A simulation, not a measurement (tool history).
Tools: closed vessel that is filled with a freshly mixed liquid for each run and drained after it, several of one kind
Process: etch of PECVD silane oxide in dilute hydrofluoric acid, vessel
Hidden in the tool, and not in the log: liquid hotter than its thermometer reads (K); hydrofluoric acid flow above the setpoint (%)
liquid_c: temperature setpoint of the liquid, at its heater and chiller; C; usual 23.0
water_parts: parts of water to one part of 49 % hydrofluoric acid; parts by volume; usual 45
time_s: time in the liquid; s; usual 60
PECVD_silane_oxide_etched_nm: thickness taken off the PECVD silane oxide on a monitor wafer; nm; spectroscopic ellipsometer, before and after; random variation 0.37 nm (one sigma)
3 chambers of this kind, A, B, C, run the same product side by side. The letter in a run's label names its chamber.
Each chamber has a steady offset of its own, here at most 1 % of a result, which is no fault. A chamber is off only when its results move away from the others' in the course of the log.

| run | day | liquid_c | water_parts | time_s | hours since the thermometer was replaced | hours since the hydrofluoric acid flow meter was replaced | read-back film thickness of the PECVD silane oxide reference wafer, read on the same gauge (nm) | PECVD_silane_oxide_etched_nm |
|---|---|---|---|---|---|---|---|---|
| 1A | 0.379 | 23.0 | 45 | 60 | 661.1 | 10.5 | 70.005 | 39.684 |
| 2B | 0.688 | 23.0 | 45 | 60 | 82.4 | 1314.4 | 69.991 | 40.361 |
| 3C | 0.900 | 23.0 | 45 | 60 | 80.7 | 408.1 | 70.045 | 39.457 |
| 4A | 1.246 | 23.0 | 45 | 60 | 681.9 | 31.3 | 69.948 | 40.017 |
| 5B | 1.629 | 23.0 | 45 | 60 | 105.0 | 1337.0 | 69.984 | 39.738 |
| 6C | 1.996 | 18.5 | 45 | 60 | 107.0 | 434.4 | 70.018 | 33.190 |
| 7A | 2.454 | 18.5 | 45 | 60 | 710.9 | 60.3 | 69.985 | 33.078 |
| 8B | 2.746 | 18.5 | 45 | 60 | 131.8 | 1363.8 | 69.995 | 33.506 |
| 9C | 2.975 | 23.0 | 45 | 60 | 130.5 | 457.9 | 69.993 | 39.282 |
| 10C | 3.404 | 23.0 | 45 | 60 | 140.8 | 468.2 | 69.998 | 39.836 |
| 11A | 3.812 | 23.0 | 45 | 60 | 743.5 | 92.9 | 70.009 | 39.902 |
| 12B | 4.175 | 23.0 | 45 | 60 | 166.1 | 1398.1 | 69.997 | 40.439 |
| 13A | 4.396 | 23.0 | 45 | 60 | 757.5 | 106.9 | 70.029 | 39.765 |
| 14C | 4.650 | 23.0 | 45 | 60 | 170.7 | 498.1 | 69.995 | 40.239 |
| 15B | 5.125 | 23.0 | 45 | 60 | 188.9 | 1420.9 | 69.975 | 40.419 |
| 16C | 5.596 | 23.0 | 45 | 60 | 193.4 | 520.8 | 70.005 | 41.380 |
| 17B | 6.021 | 23.0 | 45 | 60 | 210.4 | 1442.4 | 69.995 | 39.482 |
| 18A | 6.338 | 23.0 | 45 | 60 | 804.1 | 153.5 | 69.993 | 40.115 |
| 19B | 6.625 | 23.0 | 45 | 60 | 224.9 | 1456.9 | 69.985 | 40.423 |
| 20C | 6.946 | 23.0 | 45 | 60 | 225.8 | 553.2 | 69.984 | 40.460 |
| 21A | 7.404 | 23.0 | 45 | 60 | 829.7 | 179.1 | 69.999 | 39.782 |
| 22A | 7.700 | 23.0 | 45 | 60 | 836.8 | 186.2 | 69.981 | 40.219 |
| 23B | 8.029 | 23.0 | 45 | 60 | 258.6 | 1490.6 | 69.984 | 40.297 |
| 24C | 8.300 | 23.0 | 45 | 60 | 258.3 | 585.7 | 70.002 | 41.638 |
|  | 8.550 | chamber A: thermometer replaced |
| 25B | 8.633 | 23.0 | 45 | 60 | 273.1 | 1505.1 | 70.011 | 39.758 |
| 26A | 9.017 | 21.5 | 45 | 95 | 11.3 | 217.8 | 70.029 | 59.443 |
| 27C | 9.338 | 21.5 | 45 | 95 | 283.2 | 610.6 | 69.984 | 62.643 |
| 28B | 9.717 | 21.5 | 45 | 95 | 299.1 | 1531.1 | 70.014 | 60.249 |
| 29A | 10.042 | 23.0 | 45 | 90 | 35.9 | 242.4 | 69.967 | 60.015 |
| 30C | 10.408 | 23.0 | 45 | 90 | 308.9 | 636.3 | 70.007 | 63.437 |
| 31C | 10.871 | 23.0 | 45 | 90 | 320.0 | 647.4 | 70.009 | 63.733 |
| 32B | 11.179 | 23.0 | 45 | 60 | 334.2 | 1566.2 | 69.988 | 40.676 |
| 33A | 11.571 | 23.0 | 45 | 60 | 72.6 | 279.1 | 69.978 | 39.521 |
| 34B | 11.946 | 23.0 | 45 | 60 | 352.6 | 1584.6 | 69.985 | 40.397 |
| 35C | 12.338 | 23.0 | 45 | 60 | 355.2 | 682.6 | 69.960 | 42.437 |
| 36A | 12.575 | 23.0 | 45 | 60 | 96.7 | 303.2 | 69.992 | 39.769 |
| 37A | 12.850 | 23.0 | 45 | 60 | 103.3 | 309.8 | 69.997 | 40.279 |
| 38B | 13.317 | 23.0 | 45 | 60 | 385.5 | 1617.5 | 70.010 | 40.700 |
| 39C | 13.712 | 23.0 | 45 | 60 | 388.2 | 715.6 | 70.016 | 42.898 |
| 40B | 13.917 | 23.0 | 25 | 40 | 399.9 | 1631.9 | 70.008 | 48.540 |
| 41C | 14.342 | 23.0 | 25 | 40 | 403.3 | 730.7 | 69.968 | 54.645 |
| 42A | 14.775 | 23.0 | 25 | 40 | 149.5 | 356.0 | 69.994 | 48.984 |
| 43B | 15.225 | 23.0 | 45 | 60 | 431.3 | 1663.3 | 69.987 | 40.043 |
| 44A | 15.462 | 23.0 | 45 | 60 | 166.0 | 372.5 | 70.006 | 39.171 |

Is one chamber off against the others, does the gauge drift, or is nothing wrong? If a chamber is off, say which, and what the likeliest cause is.

Chamber C drifts away from the others.
Cause: hydrofluoric acid flow above the setpoint (%) = 11.7.
The log may not tell that from: liquid hotter than its thermometer reads (K).

Here are 4 candidates for chamber C's next run, each the usual settings with a change, their results left as question marks. Which one brings its results back in line with what the others give on the usual settings?
In line means no further than this from the other chambers' mean on the usual settings: PECVD_silane_oxide_etched_nm 1.300 nm
| 45C-1 | 15.800 | 23.5 | 45 | 65 |  |  |  | ? |
| 45C-2 | 15.800 | 22.5 | 45 | 55 |  |  |  | ? |
| 45C-3 | 15.800 | 24.0 | 45 | 60 |  |  |  | ? |
| 45C-4 | 15.800 | 22.0 | 45 | 60 |  |  |  | ? |

The other chambers' mean on the usual settings: PECVD_silane_oxide_etched_nm 40.108 nm
| run | PECVD_silane_oxide_etched_nm |
|---|---|
| 45C-1 | 49.119 |
| 45C-2 | 39.861 |
| 45C-3 | 46.293 |
| 45C-4 | 42.580 |
45C-2 brings the chamber back in line.
